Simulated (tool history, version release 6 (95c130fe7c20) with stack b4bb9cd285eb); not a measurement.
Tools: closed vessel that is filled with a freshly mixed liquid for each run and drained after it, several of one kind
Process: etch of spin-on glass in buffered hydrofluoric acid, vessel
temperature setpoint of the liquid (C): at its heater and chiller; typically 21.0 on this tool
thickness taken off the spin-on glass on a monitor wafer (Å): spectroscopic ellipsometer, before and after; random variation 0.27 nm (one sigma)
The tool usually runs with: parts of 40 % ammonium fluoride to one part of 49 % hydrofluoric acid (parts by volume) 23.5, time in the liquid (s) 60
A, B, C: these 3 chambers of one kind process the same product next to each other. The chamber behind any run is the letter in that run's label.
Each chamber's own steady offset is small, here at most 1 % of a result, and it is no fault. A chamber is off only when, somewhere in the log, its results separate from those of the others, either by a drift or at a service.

run	hour	temperature setpoint of the liquid (C)	parts of 40 % ammonium fluoride to one part of 49 % hydrofluoric acid (parts by volume)	time in the liquid (s)	hours since the thermometer was replaced	hours since the hydrofluoric acid flow meter was replaced	read-back film thickness of the spin-on glass reference wafer, read on the same gauge (nm)	thickness taken off the spin-on glass on a monitor wafer (Å)
1A	13.9	21.0	23.5	60	353.5	98.9	150.02	540.53
2B	22.9	21.0	23.5	60	605.2	589.4	150.03	542.95
3C	31.1	21.0	23.5	60	2012.9	1346.0	150.01	544.61
4A	43.5	21.0	23.5	60	383.1	128.5	150.05	539.07
5C	51.2	21.0	23.5	60	2033.0	1366.1	150.02	537.31
6B	59.4	21.0	23.5	60	641.7	625.9	149.98	540.67
7C	68.1	21.0	23.5	60	2049.9	1383.0	150.00	543.68
8B	78.2	21.0	23.5	60	660.5	644.7	149.97	540.47
9A	88.7	21.0	23.5	60	428.3	173.7	149.99	537.60
10B	96.6	21.0	23.5	60	678.9	663.1	150.04	541.72
# hour 101.9: chamber C: hydrofluoric acid flow meter replaced
11C	106.1	21.0	23.5	60	2087.9	4.3	150.05	539.28
12A	118.8	21.0	23.5	60	458.4	203.8	150.01	533.92
13A	131.1	19.5	30.0	60	470.7	216.1	149.99	413.99
14C	142.2	19.5	30.0	60	2124.0	40.4	149.98	421.06
15B	154.7	19.5	30.0	60	737.0	721.2	150.03	420.12
16B	164.5	21.0	23.5	60	746.8	731.0	149.97	537.29
17C	173.8	21.0	23.5	60	2155.6	72.0	150.03	548.32
18A	180.5	21.0	23.5	60	520.1	265.5	149.98	532.32
# hour 182.5: chamber A: thermometer replaced
19C	190.7	21.0	16.5	60	2172.5	88.9	150.03	724.56
20A	197.6	21.0	16.5	60	15.2	282.6	149.98	725.64
21B	211.7	21.0	16.5	60	794.0	778.2	150.00	721.67
22A	221.4	21.0	23.5	60	39.0	306.4	150.00	535.75
23C	235.5	21.0	23.5	60	2217.3	133.7	149.98	546.58
24B	248.0	21.0	23.5	60	830.3	814.5	150.00	530.77
25B	257.8	21.0	23.5	60	840.1	824.3	150.01	536.11
26A	266.5	21.0	23.5	60	84.1	351.5	150.01	538.90
27C	279.2	24.5	23.5	40	2261.0	177.4	149.99	441.97
28C	286.0	24.5	23.5	40	2267.8	184.2	150.04	445.84
29A	295.5	24.5	23.5	40	113.1	380.5	150.03	430.88
30B	310.0	21.0	23.5	60	892.3	876.5	149.97	529.52
# hour 321.7: chamber C: thermometer replaced
31A	323.9	21.0	18.5	60	141.5	408.9	149.99	649.85
32C	338.4	21.0	18.5	60	16.7	236.6	150.04	655.21
33B	345.9	21.0	18.5	60	928.2	912.4	150.00	623.00
34C	354.2	21.0	23.5	60	32.5	252.4	149.96	543.39
35A	368.1	21.0	23.5	60	185.7	453.1	149.97	532.97
36B	376.8	21.0	23.5	85	959.1	943.3	150.01	742.15
37C	384.2	21.0	23.5	85	62.5	282.4	150.02	773.36
38A	395.2	21.0	23.5	85	212.8	480.2	150.00	757.00
39B	401.8	21.0	23.5	60	984.1	968.3	150.02	520.82
40B	411.6	21.0	23.5	60	993.9	978.1	149.98	521.98
41C	424.8	21.0	23.5	60	103.1	323.0	149.98	544.80
42A	434.5	21.0	23.5	60	252.1	519.5	150.04	536.50
43B	447.6	21.0	23.5	60	1029.9	1014.1	150.02	516.94

The same settings go to every chamber for the next run, one line per chamber below. Forecast the results for each:
44A	458.1	21.0	23.5	60				?
44B	458.1	21.0	23.5	60				?
44C	458.1	21.0	23.5	60				?

run	thickness taken off the spin-on glass on a monitor wafer (Å)
44A	537.14
44B	517.92
44C	542.71
